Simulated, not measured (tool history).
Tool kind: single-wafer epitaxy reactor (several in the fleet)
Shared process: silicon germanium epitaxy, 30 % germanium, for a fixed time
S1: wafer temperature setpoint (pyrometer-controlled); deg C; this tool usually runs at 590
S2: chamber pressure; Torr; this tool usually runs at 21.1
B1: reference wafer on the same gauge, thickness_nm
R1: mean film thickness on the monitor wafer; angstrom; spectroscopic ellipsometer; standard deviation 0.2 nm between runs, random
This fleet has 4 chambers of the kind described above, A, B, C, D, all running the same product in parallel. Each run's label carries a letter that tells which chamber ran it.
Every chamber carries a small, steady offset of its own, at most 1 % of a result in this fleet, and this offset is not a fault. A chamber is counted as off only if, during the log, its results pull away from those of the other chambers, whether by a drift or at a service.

{"run": "1D", "day": 0.221, "S1": 590, "S2": 21.1, "B1": 49.393, "R1": 497.25}
{"run": "2C", "day": 0.408, "S1": 590, "S2": 21.1, "B1": 49.433, "R1": 495.63}
{"run": "3A", "day": 0.617, "S1": 590, "S2": 21.1, "B1": 49.409, "R1": 502.21}
{"run": "4B", "day": 0.846, "S1": 590, "S2": 21.1, "B1": 49.402, "R1": 497.51}
{"run": "5B", "day": 1.042, "S1": 603, "S2": 16.4, "B1": 49.331, "R1": 571.1}
{"run": "6A", "day": 1.354, "S1": 603, "S2": 16.4, "B1": 49.404, "R1": 574.41}
{"run": "7D", "day": 1.633, "S1": 603, "S2": 16.4, "B1": 49.384, "R1": 570.59}
{"run": "8C", "day": 1.85, "S1": 603, "S2": 16.4, "B1": 49.417, "R1": 572.93}
{"run": "9B", "day": 2.033, "S1": 604, "S2": 21.1, "B1": 49.395, "R1": 640.45}
{"run": "10A", "day": 2.362, "S1": 604, "S2": 21.1, "B1": 49.453, "R1": 653.71}
{"run": "11D", "day": 2.738, "S1": 604, "S2": 21.1, "B1": 49.395, "R1": 651.62}
{"run": "12C", "day": 3.046, "S1": 604, "S2": 21.1, "B1": 49.373, "R1": 646.47}
{"run": "13B", "day": 3.4, "S1": 590, "S2": 21.1, "B1": 49.404, "R1": 498.6}
{"run": "14D", "day": 3.75, "S1": 590, "S2": 21.1, "B1": 49.378, "R1": 501.45}
{"run": "15C", "day": 3.967, "S1": 590, "S2": 21.1, "B1": 49.405, "R1": 493.87}
{"run": "16A", "day": 4.317, "S1": 590, "S2": 21.1, "B1": 49.412, "R1": 502.32}
{"run": "17A", "day": 4.658, "S1": 590, "S2": 21.1, "B1": 49.414, "R1": 500.7}
{"run": "18D", "day": 4.962, "S1": 590, "S2": 21.1, "B1": 49.372, "R1": 497.75}
{"run": "19C", "day": 5.142, "S1": 590, "S2": 25.5, "B1": 49.412, "R1": 534.46}
{"run": "20B", "day": 5.454, "S1": 590, "S2": 25.5, "B1": 49.407, "R1": 538.47}
{"run": "21A", "day": 5.658, "S1": 590, "S2": 25.5, "B1": 49.437, "R1": 541.61}
{"run": "22D", "day": 5.988, "S1": 590, "S2": 25.5, "B1": 49.433, "R1": 539.71}
{"run": "23B", "day": 6.233, "S1": 576, "S2": 19.2, "B1": 49.345, "R1": 366.57}
{"run": "24C", "day": 6.471, "S1": 576, "S2": 19.2, "B1": 49.406, "R1": 358.6}
{"run": "25A", "day": 6.675, "S1": 576, "S2": 19.2, "B1": 49.353, "R1": 368.52}
{"run": "26B", "day": 7.012, "S1": 576, "S2": 19.2, "B1": 49.354, "R1": 368.28}
{"run": "27D", "day": 7.179, "S1": 590, "S2": 21.1, "B1": 49.371, "R1": 500.13}
{"run": "28C", "day": 7.412, "S1": 590, "S2": 21.1, "B1": 49.394, "R1": 484.69}
{"day": 7.592, "done": "chamber A: capacitance manometer re-zeroed and calibrated"}
{"run": "29C", "day": 7.762, "S1": 590, "S2": 21.1, "B1": 49.427, "R1": 482.87}
{"run": "30D", "day": 8.008, "S1": 590, "S2": 21.1, "B1": 49.428, "R1": 498.09}
{"run": "31B", "day": 8.358, "S1": 590, "S2": 21.1, "B1": 49.402, "R1": 495.56}
{"run": "32A", "day": 8.671, "S1": 590, "S2": 21.1, "B1": 49.417, "R1": 504.49}
{"day": 8.908, "done": "chamber D: pyrometer calibrated"}
{"run": "33C", "day": 9.017, "S1": 590, "S2": 21.1, "B1": 49.361, "R1": 477.35}
{"run": "34B", "day": 9.275, "S1": 590, "S2": 21.1, "B1": 49.412, "R1": 502.43}
{"run": "35A", "day": 9.592, "S1": 590, "S2": 21.1, "B1": 49.423, "R1": 501.99}
{"run": "36D", "day": 9.762, "S1": 590, "S2": 21.1, "B1": 49.441, "R1": 497.11}
{"run": "37B", "day": 10.125, "S1": 601, "S2": 18.8, "B1": 49.385, "R1": 578.29}

Which is it: a chamber that has drifted or been left off by a service, a gauge drift common to all chambers, or only each chamber's usual small offset? If a chamber is off, name it and its likeliest cause.

Chamber C drifts away from the others.
Likeliest cause: wafer temperature below the value expected at the setpoint (K) = 2.24.

Here are 4 candidates for chamber C's next run, each the usual settings with a change, their results left as question marks. Which one brings its results back in line with what the others give on the usual settings?
To be in line, a result may differ from the other chambers' mean on the usual settings by at most: R1 6.90 angstrom
{"run": "38C-1", "day": 10.396, "S1": 591, "S2": 21.2, "R1": "?"}
{"run": "38C-2", "day": 10.396, "S1": 588, "S2": 20.8, "R1": "?"}
{"run": "38C-3", "day": 10.396, "S1": 590, "S2": 20.2, "R1": "?"}
{"run": "38C-4", "day": 10.396, "S1": 592, "S2": 21.4, "R1": "?"}

Other chambers, usual settings, mean: R1 499.66 angstrom
run=38C-1 R1=487.85
run=38C-2 R1=457.20
run=38C-3 R1=469.50
run=38C-4 R1=499.08
Change 38C-4 lands the chamber within the allowed miss of the other chambers.

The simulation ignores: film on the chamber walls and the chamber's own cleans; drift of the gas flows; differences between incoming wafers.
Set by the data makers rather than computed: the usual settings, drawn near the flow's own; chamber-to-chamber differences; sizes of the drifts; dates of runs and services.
